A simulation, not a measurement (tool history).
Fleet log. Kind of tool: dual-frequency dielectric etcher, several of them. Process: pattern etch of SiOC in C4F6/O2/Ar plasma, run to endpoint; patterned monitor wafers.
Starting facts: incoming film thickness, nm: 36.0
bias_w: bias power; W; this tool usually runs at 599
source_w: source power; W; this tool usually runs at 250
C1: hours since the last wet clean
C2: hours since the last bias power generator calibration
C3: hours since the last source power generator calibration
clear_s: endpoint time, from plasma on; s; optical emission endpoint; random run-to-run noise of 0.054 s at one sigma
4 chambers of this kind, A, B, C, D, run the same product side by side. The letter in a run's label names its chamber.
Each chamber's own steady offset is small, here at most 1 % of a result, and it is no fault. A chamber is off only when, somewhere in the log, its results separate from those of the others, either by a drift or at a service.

run 1D day=0.442 | bias_w=599 source_w=250 | C1=50.5 C2=1168.9 C3=1531 | clear_s=13.452
run 2A day=0.771 | bias_w=599 source_w=250 | C1=578.1 C2=417.3 C3=2034 | clear_s=13.473
run 3C day=1.179 | bias_w=599 source_w=250 | C1=135.5 C2=1795.6 C3=3423.2 | clear_s=13.402
run 4B day=1.575 | bias_w=599 source_w=250 | C1=599.1 C2=1885.3 C3=751.3 | clear_s=13.38
run 5B day=1.992 | bias_w=599 source_w=250 | C1=609.1 C2=1895.3 C3=761.3 | clear_s=13.496
run 6A day=2.196 | bias_w=599 source_w=250 | C1=612.3 C2=451.5 C3=2068.2 | clear_s=13.489
run 7D day=2.438 | bias_w=599 source_w=250 | C1=98.4 C2=1216.8 C3=1578.9 | clear_s=13.547
run 8C day=2.825 | bias_w=599 source_w=250 | C1=175 C2=1835.1 C3=3462.7 | clear_s=13.378
-- day=2.838 chamber A: wet clean of the chamber
run 9A day=3.225 | bias_w=599 source_w=250 | C1=9.4 C2=476.2 C3=2092.9 | clear_s=13.511
run 10D day=3.483 | bias_w=599 source_w=250 | C1=123.5 C2=1241.9 C3=1604 | clear_s=13.447
-- day=3.517 chamber B: wet clean of the chamber
run 11C day=3.808 | bias_w=599 source_w=250 | C1=198.6 C2=1858.7 C3=3486.3 | clear_s=13.389
run 12B day=4.038 | bias_w=709 source_w=200 | C1=12.5 C2=1944.4 C3=810.4 | clear_s=13.307
run 13C day=4.429 | bias_w=709 source_w=200 | C1=213.5 C2=1873.6 C3=3501.2 | clear_s=13.602
run 14D day=4.642 | bias_w=709 source_w=200 | C1=151.3 C2=1269.7 C3=1631.8 | clear_s=13.761
run 15A day=4.933 | bias_w=709 source_w=200 | C1=50.4 C2=517.2 C3=2133.9 | clear_s=13.706
run 16B day=5.392 | bias_w=599 source_w=250 | C1=45 C2=1976.9 C3=842.9 | clear_s=13.182
run 17B day=5.679 | bias_w=599 source_w=250 | C1=51.9 C2=1983.8 C3=849.8 | clear_s=13.005
run 18C day=6.038 | bias_w=599 source_w=250 | C1=252.1 C2=1912.2 C3=3539.8 | clear_s=13.319
run 19D day=6.35 | bias_w=529 source_w=210 | C1=192.3 C2=1310.7 C3=1672.8 | clear_s=15.105
run 20A day=6.758 | bias_w=529 source_w=210 | C1=94.2 C2=561 C3=2177.7 | clear_s=15.188
run 21C day=7.029 | bias_w=529 source_w=210 | C1=275.9 C2=1936 C3=3563.6 | clear_s=14.9
run 22A day=7.258 | bias_w=529 source_w=210 | C1=106.2 C2=573 C3=2189.7 | clear_s=15.016
run 23D day=7.604 | bias_w=599 source_w=250 | C1=222.4 C2=1340.8 C3=1702.9 | clear_s=13.471
run 24B day=8.054 | bias_w=599 source_w=250 | C1=108.9 C2=2040.8 C3=906.8 | clear_s=13.052
run 25D day=8.412 | bias_w=718 source_w=190 | C1=241.8 C2=1360.2 C3=1722.3 | clear_s=13.992
run 26A day=8.667 | bias_w=718 source_w=190 | C1=140 C2=606.8 C3=2223.5 | clear_s=13.887
run 27C day=9.004 | bias_w=718 source_w=190 | C1=323.3 C2=1983.4 C3=3611 | clear_s=13.748

Does one chamber stand apart from the rest, does the shared gauge drift, or is all well apart from small per-chamber offsets? Give the chamber and the most likely cause, where there is one.

A service left chamber B off against the others.
Cause: etch rate over this chamber's usual, % = 2.57.

Which of the 4 candidates below, each the usual settings with something changed and its results left as question marks, puts chamber B back in line with what the other chambers give on the usual settings?
In line here means within this much of the mean the other chambers give on the usual settings: clear_s 0.19 s
run 28B-1 day=9.338 | bias_w=646 source_w=270 | clear_s=?
run 28B-2 day=9.338 | bias_w=599 source_w=270 | clear_s=?
run 28B-3 day=9.338 | bias_w=556 source_w=230 | clear_s=?
run 28B-4 day=9.338 | bias_w=574 source_w=240 | clear_s=?

Mean of the other chambers on the usual settings: clear_s 13.486 s
run=28B-1 clear_s=12.345
run=28B-2 clear_s=12.712
run=28B-3 clear_s=13.881
run=28B-4 clear_s=13.498
28B-4 puts the chamber back in line with the other chambers.
